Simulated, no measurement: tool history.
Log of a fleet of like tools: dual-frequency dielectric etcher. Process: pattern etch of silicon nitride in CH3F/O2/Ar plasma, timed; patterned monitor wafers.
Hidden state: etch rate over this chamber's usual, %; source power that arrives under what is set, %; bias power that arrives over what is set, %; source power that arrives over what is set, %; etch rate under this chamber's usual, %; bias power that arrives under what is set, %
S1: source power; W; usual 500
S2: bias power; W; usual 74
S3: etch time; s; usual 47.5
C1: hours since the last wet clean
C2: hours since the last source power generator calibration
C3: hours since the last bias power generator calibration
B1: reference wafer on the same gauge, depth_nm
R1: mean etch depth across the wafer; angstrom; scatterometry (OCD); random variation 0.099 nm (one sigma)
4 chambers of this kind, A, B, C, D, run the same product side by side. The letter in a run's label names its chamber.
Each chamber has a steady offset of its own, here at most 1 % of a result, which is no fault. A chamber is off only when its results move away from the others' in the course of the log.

run 1D hour=4.7 | S1=500 S2=74 S3=47.5 | C1=180.6 C2=2309.4 C3=2092.7 | B1=31.086 | R1=366.10
run 2B hour=8.3 | S1=500 S2=74 S3=47.5 | C1=198.0 C2=256.0 C3=926.8 | B1=31.101 | R1=364.53
run 3A hour=12.8 | S1=500 S2=74 S3=47.5 | C1=364.1 C2=2350.1 C3=1134.2 | B1=31.087 | R1=369.63
run 4C hour=16.8 | S1=500 S2=74 S3=47.5 | C1=190.6 C2=1993.6 C3=2565.2 | B1=31.097 | R1=363.47
run 5B hour=20.7 | S1=500 S2=74 S3=47.5 | C1=210.4 C2=268.4 C3=939.2 | B1=31.110 | R1=364.42
run 6D hour=23.5 | S1=500 S2=74 S3=47.5 | C1=199.4 C2=2328.2 C3=2111.5 | B1=31.087 | R1=367.43
run 7A hour=28.0 | S1=500 S2=74 S3=47.5 | C1=379.3 C2=2365.3 C3=1149.4 | B1=31.103 | R1=369.06
run 8C hour=32.1 | S1=500 S2=74 S3=47.5 | C1=205.9 C2=2008.9 C3=2580.5 | B1=31.083 | R1=360.29
run 9C hour=35.2 | S1=430 S2=60 S3=47.5 | C1=209.0 C2=2012.0 C3=2583.6 | B1=31.101 | R1=318.42
run 10D hour=39.4 | S1=430 S2=60 S3=47.5 | C1=215.3 C2=2344.1 C3=2127.4 | B1=31.097 | R1=323.86
run 11A hour=43.8 | S1=430 S2=60 S3=47.5 | C1=395.1 C2=2381.1 C3=1165.2 | B1=31.100 | R1=325.35
run 12B hour=46.4 | S1=430 S2=60 S3=47.5 | C1=236.1 C2=294.1 C3=964.9 | B1=31.088 | R1=319.52
run 13C hour=50.7 | S1=500 S2=74 S3=47.5 | C1=224.5 C2=2027.5 C3=2599.1 | B1=31.086 | R1=358.41
run 14A hour=55.6 | S1=500 S2=74 S3=47.5 | C1=406.9 C2=2392.9 C3=1177.0 | B1=31.094 | R1=367.18
run 15B hour=58.6 | S1=440 S2=80 S3=47.5 | C1=248.3 C2=306.3 C3=977.1 | B1=31.091 | R1=353.94
run 16D hour=61.6 | S1=440 S2=80 S3=47.5 | C1=237.5 C2=2366.3 C3=2149.6 | B1=31.091 | R1=360.24
run 17B hour=65.4 | S1=440 S2=80 S3=47.5 | C1=255.1 C2=313.1 C3=983.9 | B1=31.094 | R1=355.68
run 18D hour=68.8 | S1=440 S2=80 S3=47.5 | C1=244.7 C2=2373.5 C3=2156.8 | B1=31.104 | R1=359.42
run 19C hour=72.4 | S1=500 S2=74 S3=47.5 | C1=246.2 C2=2049.2 C3=2620.8 | B1=31.083 | R1=358.85
run 20A hour=75.0 | S1=500 S2=74 S3=47.5 | C1=426.3 C2=2412.3 C3=1196.4 | B1=31.086 | R1=368.11
run 21C hour=79.3 | S1=500 S2=74 S3=47.5 | C1=253.1 C2=2056.1 C3=2627.7 | B1=31.112 | R1=356.91
run 22B hour=83.3 | S1=450 S2=74 S3=37.5 | C1=273.0 C2=331.0 C3=1001.8 | B1=31.094 | R1=275.13
run 23D hour=88.5 | S1=450 S2=74 S3=37.5 | C1=264.4 C2=2393.2 C3=2176.5 | B1=31.114 | R1=277.93
run 24A hour=91.1 | S1=450 S2=74 S3=37.5 | C1=442.4 C2=2428.4 C3=1212.5 | B1=31.095 | R1=278.97
run 25C hour=95.6 | S1=450 S2=74 S3=37.5 | C1=269.4 C2=2072.4 C3=2644.0 | B1=31.110 | R1=271.20
run 26B hour=99.5 | S1=500 S2=74 S3=47.5 | C1=289.2 C2=347.2 C3=1018.0 | B1=31.125 | R1=365.34
run 27D hour=104.3 | S1=500 S2=74 S3=47.5 | C1=280.2 C2=2409.0 C3=2192.3 | B1=31.114 | R1=366.24
run 28A hour=106.7 | S1=500 S2=74 S3=47.5 | C1=458.0 C2=2444.0 C3=1228.1 | B1=31.093 | R1=367.59
run 29D hour=112.1 | S1=500 S2=74 S3=47.5 | C1=288.0 C2=2416.8 C3=2200.1 | B1=31.080 | R1=366.12
run 30C hour=115.9 | S1=500 S2=74 S3=47.5 | C1=289.7 C2=2092.7 C3=2664.3 | B1=31.104 | R1=355.10
run 31B hour=121.1 | S1=500 S2=74 S3=47.5 | C1=310.8 C2=368.8 C3=1039.6 | B1=31.111 | R1=362.64
run 32A hour=126.3 | S1=500 S2=74 S3=47.5 | C1=477.6 C2=2463.6 C3=1247.7 | B1=31.110 | R1=369.28
run 33D hour=130.5 | S1=500 S2=74 S3=47.5 | C1=306.4 C2=2435.2 C3=2218.5 | B1=31.080 | R1=367.30
run 34A hour=133.1 | S1=500 S2=74 S3=47.5 | C1=484.4 C2=2470.4 C3=1254.5 | B1=31.102 | R1=367.82
run 35B hour=136.6 | S1=500 S2=74 S3=47.5 | C1=326.3 C2=384.3 C3=1055.1 | B1=31.116 | R1=364.41
run 36C hour=139.4 | S1=500 S2=74 S3=47.5 | C1=313.2 C2=2116.2 C3=2687.8 | B1=31.098 | R1=353.33
run 37D hour=144.8 | S1=500 S2=74 S3=47.5 | C1=320.7 C2=2449.5 C3=2232.8 | B1=31.095 | R1=365.94

Is one chamber off against the others, does the gauge drift, or is nothing wrong? If a chamber is off, say which, and what the likeliest cause is.

Chamber C drifts away from the others.
Cause: etch rate under this chamber's usual, % = 2.94.

Here are 4 candidates for chamber C's next run, each the usual settings with a change, their results left as question marks. Which one brings its results back in line with what the others give on the usual settings?
In line means no further than this from the other chambers' mean on the usual settings: R1 3.50 angstrom
run 38C-1 hour=148.7 | S1=500 S2=73 S3=46.0 | R1=?
run 38C-2 hour=148.7 | S1=500 S2=74 S3=48.5 | R1=?
run 38C-3 hour=148.7 | S1=470 S2=74 S3=47.5 | R1=?
run 38C-4 hour=148.7 | S1=530 S2=78 S3=47.5 | R1=?

The other chambers' mean on the usual settings: R1 366.15 angstrom
run=38C-1 R1=339.77
run=38C-2 R1=359.88
run=38C-3 R1=344.24
run=38C-4 R1=366.83
38C-4 brings the chamber back in line.
